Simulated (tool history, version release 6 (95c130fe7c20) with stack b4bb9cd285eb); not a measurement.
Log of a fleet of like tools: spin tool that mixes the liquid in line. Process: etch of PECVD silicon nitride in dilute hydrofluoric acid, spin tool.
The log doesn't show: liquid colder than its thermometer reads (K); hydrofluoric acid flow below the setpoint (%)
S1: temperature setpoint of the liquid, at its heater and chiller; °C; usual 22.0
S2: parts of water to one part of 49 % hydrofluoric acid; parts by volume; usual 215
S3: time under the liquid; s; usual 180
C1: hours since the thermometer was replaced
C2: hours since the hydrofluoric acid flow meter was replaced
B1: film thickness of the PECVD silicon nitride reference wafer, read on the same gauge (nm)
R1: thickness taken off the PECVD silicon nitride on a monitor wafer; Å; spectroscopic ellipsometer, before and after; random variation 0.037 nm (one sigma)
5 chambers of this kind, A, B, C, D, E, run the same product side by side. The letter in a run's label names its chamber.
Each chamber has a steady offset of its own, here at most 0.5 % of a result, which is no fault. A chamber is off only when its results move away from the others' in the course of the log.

Run 1B, hour 15.7: usual settings; C1 1530.5; C2 808.6; B1 149.93. Result: R1 39.073 Å.
Run 2A, hour 25.2: usual settings; C1 1995.9; C2 692.4; B1 149.98. Result: R1 39.062 Å.
Run 3D, hour 32.8: usual settings; C1 1011.2; C2 495.0; B1 149.98. Result: R1 38.747 Å.
Run 4E, hour 43.2: usual settings; C1 555.5; C2 1720.5; B1 149.98. Result: R1 39.511 Å.
Run 5C, hour 56.1: usual settings; C1 577.7; C2 1460.3; B1 149.99. Result: R1 38.707 Å.
Run 6A, hour 66.9: usual settings; C1 2037.6; C2 734.1; B1 150.01. Result: R1 39.289 Å.
Run 7E, hour 75.7: usual settings; C1 588.0; C2 1753.0; B1 150.04. Result: R1 38.672 Å.
Run 8C, hour 88.2: usual settings; C1 609.8; C2 1492.4; B1 149.98. Result: R1 39.221 Å.
Run 9B, hour 100.2: usual settings; C1 1615.0; C2 893.1; B1 149.99. Result: R1 39.164 Å.
Run 10D, hour 110.1: usual settings; C1 1088.5; C2 572.3; B1 149.98. Result: R1 39.179 Å.
At hour 116.7: chamber B: thermometer replaced.
Run 11E, hour 123.1: usual settings; C1 635.4; C2 1800.4; B1 150.00. Result: R1 38.925 Å.
Run 12D, hour 139.0: usual settings; C1 1117.4; C2 601.2; B1 149.97. Result: R1 39.827 Å.
Run 13B, hour 150.6: usual settings; C1 33.9; C2 943.5; B1 150.01. Result: R1 38.953 Å.
At hour 153.9: chamber E: hydrofluoric acid flow meter replaced.
Run 14A, hour 160.7: usual settings; C1 2131.4; C2 827.9; B1 150.00. Result: R1 39.575 Å.
Run 15C, hour 172.1: usual settings; C1 693.7; C2 1576.3; B1 150.00. Result: R1 36.934 Å.
Run 16D, hour 183.4: usual settings; C1 1161.8; C2 645.6; B1 149.94. Result: R1 38.754 Å.
Run 17E, hour 196.2: usual settings; C1 708.5; C2 42.4; B1 150.03. Result: R1 38.611 Å.
Run 18C, hour 210.5: usual settings; C1 732.1; C2 1614.7; B1 149.96. Result: R1 37.354 Å.
Run 19B, hour 224.8: usual settings; C1 108.1; C2 1017.7; B1 150.03. Result: R1 38.186 Å.
Run 20A, hour 237.4: usual settings but S1 24.5 °C, S2 285 parts by volume; C1 2208.1; C2 904.6; B1 150.00. Result: R1 34.486 Å.
Run 21D, hour 249.9: usual settings but S1 24.5 °C, S2 285 parts by volume; C1 1228.3; C2 712.1; B1 149.96. Result: R1 34.865 Å.
Run 22E, hour 265.3: usual settings but S1 24.5 °C, S2 285 parts by volume; C1 777.6; C2 111.5; B1 149.97. Result: R1 34.771 Å.
Run 23C, hour 275.6: usual settings but S1 24.5 °C, S2 285 parts by volume; C1 797.2; C2 1679.8; B1 149.97. Result: R1 32.390 Å.
Run 24A, hour 289.3: usual settings but S1 24.5 °C, S2 285 parts by volume; C1 2260.0; C2 956.5; B1 150.00. Result: R1 34.313 Å.
Run 25B, hour 301.8: usual settings; C1 185.1; C2 1094.7; B1 150.05. Result: R1 38.545 Å.
Run 26E, hour 314.5: usual settings; C1 826.8; C2 160.7; B1 150.05. Result: R1 39.037 Å.
Run 27B, hour 330.6: usual settings; C1 213.9; C2 1123.5; B1 149.97. Result: R1 38.555 Å.
Run 28C, hour 338.8: usual settings; C1 860.4; C2 1743.0; B1 150.00. Result: R1 35.796 Å.
Run 29A, hour 348.9: usual settings; C1 2319.6; C2 1016.1; B1 150.00. Result: R1 38.903 Å.
Run 30D, hour 355.8: usual settings; C1 1334.2; C2 818.0; B1 149.98. Result: R1 38.786 Å.
Run 31E, hour 364.8: usual settings but S2 315 parts by volume, S3 75 s; C1 877.1; C2 211.0; B1 149.96. Result: R1 11.463 Å.
Run 32D, hour 376.8: usual settings but S2 315 parts by volume, S3 75 s; C1 1355.2; C2 839.0; B1 150.02. Result: R1 11.339 Å.
Run 33C, hour 388.9: usual settings but S2 315 parts by volume, S3 75 s; C1 910.5; C2 1793.1; B1 150.00. Result: R1 10.205 Å.
Run 34B, hour 396.7: usual settings but S2 315 parts by volume, S3 75 s; C1 280.0; C2 1189.6; B1 150.01. Result: R1 11.033 Å.

Is one chamber off against the others, does the gauge drift, or is nothing wrong? If a chamber is off, say which, and what the likeliest cause is.

Chamber C drifts away from the others.
Cause: liquid colder than its thermometer reads (K) = 1.62.
The log may not tell that from: hydrofluoric acid flow below the setpoint (%).

Here are 4 candidates for chamber C's next run, each the usual settings with a change, their results left as question marks. Which one brings its results back in line with what the others give on the usual settings?
In line means no further than this from the other chambers' mean on the usual settings: R1 1.300 Å
Run 35C-1, hour 408.2: usual settings but S3 200 s. Result: R1 ?.
Run 35C-2, hour 408.2: usual settings but S1 21.5 °C, S2 225 parts by volume, S3 165 s. Result: R1 ?.
Run 35C-3, hour 408.2: usual settings but S2 225 parts by volume, S3 170 s. Result: R1 ?.
Run 35C-4, hour 408.2: usual settings but S1 24.5 °C. Result: R1 ?.

The other chambers' mean on the usual settings: R1 38.956 Å
  run      R1
35C-1  39.078
35C-2  29.840
35C-3  31.760
35C-4  41.357
35C-1 brings the chamber back in line.
